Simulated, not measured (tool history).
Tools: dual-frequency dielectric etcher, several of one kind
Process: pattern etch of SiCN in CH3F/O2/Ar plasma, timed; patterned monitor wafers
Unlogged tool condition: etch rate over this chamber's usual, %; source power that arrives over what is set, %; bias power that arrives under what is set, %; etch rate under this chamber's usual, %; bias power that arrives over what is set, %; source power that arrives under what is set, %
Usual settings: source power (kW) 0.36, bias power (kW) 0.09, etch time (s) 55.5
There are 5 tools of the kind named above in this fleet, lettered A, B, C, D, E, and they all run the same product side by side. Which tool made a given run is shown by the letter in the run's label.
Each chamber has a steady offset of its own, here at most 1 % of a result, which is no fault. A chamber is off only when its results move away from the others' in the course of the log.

run   hour  source power (kW)  bias power (kW)  etch time (s)  hours since the last wet clean  hours since the last source power generator calibration  hours since the last bias power generator calibration  read-back reference wafer on the same gauge, depth_nm  mean etch depth across the wafer (nm)
 1A   13.3               0.36             0.09           55.5                            95.2                                                   1103.6                                                 2131.3                                                 20.806                                 21.906
      15.3  -- chamber E: wet clean of the chamber
 2B   28.2               0.36             0.09           55.5                           413.5                                                   4573.1                                                  548.6                                                 20.808                                 21.615
 3E   36.5               0.36             0.09           55.5                            21.3                                                   1954.8                                                 1798.5                                                  20.81                                 21.679
 4D   44.2               0.36             0.09           55.5                             286                                                    863.5                                                 1669.9                                                 20.808                                  21.82
 5C   57.7               0.36             0.09           55.5                           189.6                                                   2613.3                                                 2493.7                                                 20.813                                 21.822
 6D   67.1               0.36             0.09           55.5                           308.9                                                    886.4                                                 1692.8                                                 20.809                                 21.779
      72.3  -- chamber C: bias power generator calibrated
 7E   79.2               0.36             0.09           55.5                              64                                                   1997.5                                                 1841.2                                                 20.813                                 21.697
      83.4  -- chamber B: wet clean of the chamber
 8A   91.8               0.36             0.09           55.5                           173.7                                                   1182.1                                                 2209.8                                                 20.809                                  21.91
 9C  105.6               0.36             0.09           55.5                           237.5                                                   2661.2                                                   33.4                                                 20.821                                 21.788
10B  116.2               0.36             0.09           55.5                            32.9                                                   4661.1                                                  636.6                                                 20.821                                 21.621
11E  131.5               0.36             0.09           43.5                           116.3                                                   2049.8                                                 1893.5                                                 20.824                                 16.996
     139.5  -- chamber E: bias power generator calibrated
12D  140.3               0.36             0.09           43.5                           382.1                                                    959.6                                                   1766                                                 20.829                                 17.069
13A  154.8               0.36             0.09           43.5                           236.7                                                   1245.1                                                 2272.8                                                 20.832                                 17.148
14C  162.3               0.36             0.09           43.5                           294.2                                                   2717.9                                                   90.1                                                  20.83                                 17.086
15B  175.4               0.36             0.09           43.5                            92.1                                                   4720.3                                                  695.8                                                 20.835                                 16.943
     178.3  -- chamber B: source power generator calibrated
16B  188.8               0.36             0.09           55.5                           105.5                                                     10.5                                                  709.2                                                 20.839                                 21.639
17C  199.3               0.36             0.09           55.5                           331.2                                                   2754.9                                                  127.1                                                  20.84                                 21.812
18D  212.7               0.36             0.09           55.5                           454.5                                                     1032                                                 1838.4                                                 20.837                                 21.844
19A  226.5               0.36             0.09           55.5                           308.4                                                   1316.8                                                 2344.5                                                 20.845                                 21.949
20E  239.8               0.36             0.09           55.5                           224.6                                                   2158.1                                                  100.3                                                 20.845                                 21.732
21E  250.7               0.36             0.09           55.5                           235.5                                                     2169                                                  111.2                                                 20.846                                 21.764
22D  264.5               0.36             0.09           55.5                           506.3                                                   1083.8                                                 1890.2                                                 20.849                                 21.857
23B  279.1               0.36             0.09           66.5                           195.8                                                    100.8                                                  799.5                                                 20.854                                  25.93
24A  290.8               0.36             0.09           66.5                           372.7                                                   1381.1                                                 2408.8                                                 20.862                                 26.296
25C  299.9               0.36             0.09           66.5                           431.8                                                   2855.5                                                  227.7                                                 20.853                                   26.2
26D  314.3               0.36             0.09           66.5                           556.1                                                   1133.6                                                   1940                                                 20.856                                 26.194
27A  326.8               0.36             0.09           66.5                           408.7                                                   1417.1                                                 2444.8                                                 20.865                                 26.312
     329.2  -- chamber D: wet clean of the chamber
28C  338.3               0.36             0.09           55.5                           470.2                                                   2893.9                                                  266.1                                                 20.864                                 21.857
29E  349.8               0.36             0.09           55.5                           334.6                                                   2268.1                                                  210.3                                                 20.864                                 21.755
     352.2  -- chamber A: bias power generator calibrated
30B  360.3               0.36             0.09           55.5                             277                                                      182                                                  880.7                                                 20.877                                 21.675
       371  -- chamber E: source power generator calibrated
31C  372.3               0.36             0.09           55.5                           504.2                                                   2927.9                                                  300.1                                                  20.87                                 21.863
     375.7  -- chamber E: wet clean of the chamber
32A  383.8               0.36             0.09           55.5                           465.7                                                   1474.1                                                   31.6                                                 20.875                                 21.982
     393.4  -- chamber A: wet clean of the chamber
       396  -- chamber C: wet clean of the chamber
33D  396.2                0.3             0.09           55.5                            67.1                                                   1215.5                                                 2021.9                                                  20.87                                 20.447
34B  407.3                0.3             0.09           55.5                             324                                                      229                                                  927.7                                                 20.877                                 20.301
35E  421.3                0.3             0.09           55.5                            45.7                                                     50.3                                                  281.8                                                 20.887                                 20.355
36E  434.4                0.3             0.09           55.5                            58.8                                                     63.4                                                  294.9                                                 20.878                                 20.324
37A  445.7                0.3             0.09           55.5                            52.3                                                     1536                                                   93.5                                                 20.888                                 20.581
38B  453.2               0.36             0.09           55.5                           369.9                                                    274.9                                                  973.6                                                 20.886                                 21.719
39D  460.5               0.36             0.09           55.5                           131.4                                                   1279.8                                                 2086.2                                                 20.885                                 21.819
40C  474.1               0.36             0.09           55.5                            78.1                                                   3029.7                                                  401.9                                                 20.887                                 21.866
41C  487.9               0.36             0.09           55.5                            91.9                                                   3043.5                                                  415.7                                                 20.893                                 21.898
42B  502.2               0.36            0.106           66.5                           418.9                                                    323.9                                                 1022.6                                                 20.897                                 27.648

One chamber off, gauge drift, or nothing amiss beyond the chambers' own small offsets? If it is a chamber, which one, and what is the likeliest cause?

None of the chambers is off. What moves is the gauge, dragging all their readings along together.
Most likely cause: gauge reads high (%) = 0.467.

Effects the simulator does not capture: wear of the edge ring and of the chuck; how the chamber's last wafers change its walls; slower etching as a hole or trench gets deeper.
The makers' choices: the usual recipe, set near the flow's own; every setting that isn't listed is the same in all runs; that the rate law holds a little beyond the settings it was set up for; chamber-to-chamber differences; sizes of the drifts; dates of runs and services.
